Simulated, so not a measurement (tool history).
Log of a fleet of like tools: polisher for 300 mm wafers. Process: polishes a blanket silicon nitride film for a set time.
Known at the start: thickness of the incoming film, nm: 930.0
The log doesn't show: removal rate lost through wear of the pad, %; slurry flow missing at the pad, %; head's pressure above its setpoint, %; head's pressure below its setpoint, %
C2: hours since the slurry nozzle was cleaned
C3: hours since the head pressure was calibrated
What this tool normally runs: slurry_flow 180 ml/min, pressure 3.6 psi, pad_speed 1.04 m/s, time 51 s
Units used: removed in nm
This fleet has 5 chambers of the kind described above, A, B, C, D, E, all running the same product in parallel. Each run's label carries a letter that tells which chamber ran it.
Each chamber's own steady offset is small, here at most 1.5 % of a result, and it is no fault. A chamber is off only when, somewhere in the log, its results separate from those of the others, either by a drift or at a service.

At hour 6.4: chamber E: worn pad replaced by a new one.
Run 1E, hour 13.3: usual settings; wafers polished on this pad 92; C2 83.4; C3 373.8. Result: removed 75.262 nm.
Run 2B, hour 23.1: usual settings; wafers polished on this pad 1169; C2 386; C3 86.9. Result: removed 76.617 nm.
At hour 24.5: chamber B: worn pad replaced by a new one.
Run 3A, hour 32.9: usual settings; wafers polished on this pad 941; C2 612.4; C3 433.4. Result: removed 76.815 nm.
At hour 35.6: chamber A: head pressure recalibrated.
Run 4D, hour 42.6: usual settings; wafers polished on this pad 669; C2 164.9; C3 641.8. Result: removed 75.642 nm.
Run 5C, hour 50.5: usual settings; wafers polished on this pad 782; C2 210.9; C3 358.8. Result: removed 78.008 nm.
At hour 54.8: chamber A: slurry nozzle cleaned.
At hour 56.7: chamber A: worn pad replaced by a new one.
Run 6E, hour 57: usual settings; wafers polished on this pad 674; C2 127.1; C3 417.5. Result: removed 76.508 nm.
At hour 67.4: chamber C: worn pad replaced by a new one.
Run 7B, hour 69: usual settings; wafers polished on this pad 593; C2 431.9; C3 132.8. Result: removed 77.458 nm.
Run 8D, hour 82.9: usual settings; wafers polished on this pad 1206; C2 205.2; C3 682.1. Result: removed 77.283 nm.
At hour 92.5: chamber D: worn pad replaced by a new one.
At hour 94: chamber E: worn pad replaced by a new one.
Run 9A, hour 96.5: usual settings; wafers polished on this pad 530; C2 41.7; C3 60.9. Result: removed 76.587 nm.
Run 10C, hour 104.2: usual settings; wafers polished on this pad 491; C2 264.6; C3 412.5. Result: removed 77.298 nm.
Run 11E, hour 114.2: usual settings; wafers polished on this pad 269; C2 184.3; C3 474.7. Result: removed 75.515 nm.
At hour 120.6: chamber B: worn pad replaced by a new one.
Run 12A, hour 123.1: usual settings; wafers polished on this pad 884; C2 68.3; C3 87.5. Result: removed 75.899 nm.
At hour 128: chamber D: slurry nozzle cleaned.
At hour 130.1: chamber A: worn pad replaced by a new one.
Run 13D, hour 134.7: usual settings; wafers polished on this pad 562; C2 6.7; C3 733.9. Result: removed 76.837 nm.
At hour 140.7: chamber C: worn pad replaced by a new one.
Run 14B, hour 142.2: usual settings but pad_speed 0.9 m/s; wafers polished on this pad 288; C2 505.1; C3 206. Result: removed 67.569 nm.
At hour 149.8: chamber C: head pressure recalibrated.
Run 15C, hour 150: usual settings but pad_speed 0.9 m/s; wafers polished on this pad 124; C2 310.4; C3 0.3. Result: removed 62.61 nm.
Run 16E, hour 159.7: usual settings but pad_speed 0.9 m/s; wafers polished on this pad 875; C2 229.8; C3 520.2. Result: removed 66.718 nm.
At hour 164.7: chamber E: worn pad replaced by a new one.
Run 17C, hour 171.1: usual settings but pad_speed 0.9 m/s; wafers polished on this pad 405; C2 331.5; C3 21.4. Result: removed 61.649 nm.
Run 18B, hour 185.6: usual settings but pad_speed 0.9 m/s; wafers polished on this pad 867; C2 548.5; C3 249.4. Result: removed 67.508 nm.
At hour 185.8: chamber D: worn pad replaced by a new one.
At hour 187.3: chamber D: head pressure recalibrated.
Run 19D, hour 197.9: usual settings; wafers polished on this pad 161; C2 69.9; C3 10.7. Result: removed 75.914 nm.
At hour 206.2: chamber B: worn pad replaced by a new one.
Run 20A, hour 209.1: usual settings; wafers polished on this pad 1052; C2 154.3; C3 173.5. Result: removed 76.441 nm.
At hour 213.8: chamber A: worn pad replaced by a new one.
At hour 214.1: chamber B: slurry nozzle cleaned.
Run 21B, hour 218: usual settings; wafers polished on this pad 157; C2 3.9; C3 281.8. Result: removed 76.655 nm.
At hour 219.1: chamber C: worn pad replaced by a new one.
Run 22A, hour 231.9: usual settings; wafers polished on this pad 241; C2 177.1; C3 196.3. Result: removed 76.878 nm.
At hour 236.4: chamber E: worn pad replaced by a new one.
Run 23D, hour 240.5: usual settings; wafers polished on this pad 729; C2 112.5; C3 53.3. Result: removed 77.128 nm.
Run 24C, hour 249.9: usual settings; wafers polished on this pad 410; C2 410.3; C3 100.2. Result: removed 68.835 nm.
At hour 255.4: chamber C: slurry nozzle cleaned.
Run 25E, hour 264: usual settings; wafers polished on this pad 368; C2 334.1; C3 624.5. Result: removed 75.62 nm.
Run 26B, hour 275.5: usual settings; wafers polished on this pad 923; C2 61.4; C3 339.3. Result: removed 76.837 nm.
At hour 282.3: chamber D: worn pad replaced by a new one.
Run 27A, hour 287.5: usual settings; wafers polished on this pad 981; C2 232.7; C3 251.9. Result: removed 75.807 nm.
At hour 292.1: chamber B: worn pad replaced by a new one.
Run 28C, hour 296: usual settings but pressure 4.3 psi, time 68 s; wafers polished on this pad 1024; C2 40.7; C3 146.3. Result: removed 109.94 nm.
At hour 303.6: chamber E: worn pad replaced by a new one.
Run 29D, hour 309.6: usual settings but pressure 4.3 psi, time 68 s; wafers polished on this pad 364; C2 181.6; C3 122.4. Result: removed 122.98 nm.
Run 30E, hour 321.4: usual settings but pressure 4.3 psi, time 68 s; wafers polished on this pad 237; C2 391.5; C3 681.9. Result: removed 119.69 nm.
Run 31B, hour 332.7: usual settings but pressure 4.3 psi, time 68 s; wafers polished on this pad 541; C2 118.6; C3 396.5. Result: removed 121.94 nm.
Run 32E, hour 345.7: usual settings but pressure 4.3 psi, time 68 s; wafers polished on this pad 561; C2 415.8; C3 706.2. Result: removed 120.29 nm.

One chamber off, gauge drift, or nothing amiss beyond the chambers' own small offsets? If it is a chamber, which one, and what is the likeliest cause?

Chamber C has stood off from the others ever since a service on it.
What lies behind it: head's pressure below its setpoint, % = 9.66.

Chamber C could run next with any of the 4 candidate recipes listed below; each alters the usual settings, and their results appear as question marks. Which one brings its results back in line with what the other chambers deliver on the usual settings?
Maximum distance from the other chambers' mean on the usual settings for a result to count as in line: removed 2.4 nm
Run 33C-1, hour 356: usual settings but pressure 3.7 psi, pad_speed 1.06 m/s. Result: removed ?.
Run 33C-2, hour 356: usual settings but pad_speed 0.98 m/s, time 48 s. Result: removed ?.
Run 33C-3, hour 356: usual settings but pressure 3.7 psi, pad_speed 1.08 m/s, time 53 s. Result: removed ?.
Run 33C-4, hour 356: usual settings but pressure 3.5 psi, pad_speed 1.02 m/s. Result: removed ?.

Average result of the remaining chambers running the usual settings: removed 76.433 nm
  run  removed
33C-1   71.411
33C-2   61.357
33C-3   75.346
33C-4   65.476
With 33C-3, the chamber falls back in line with the rest.
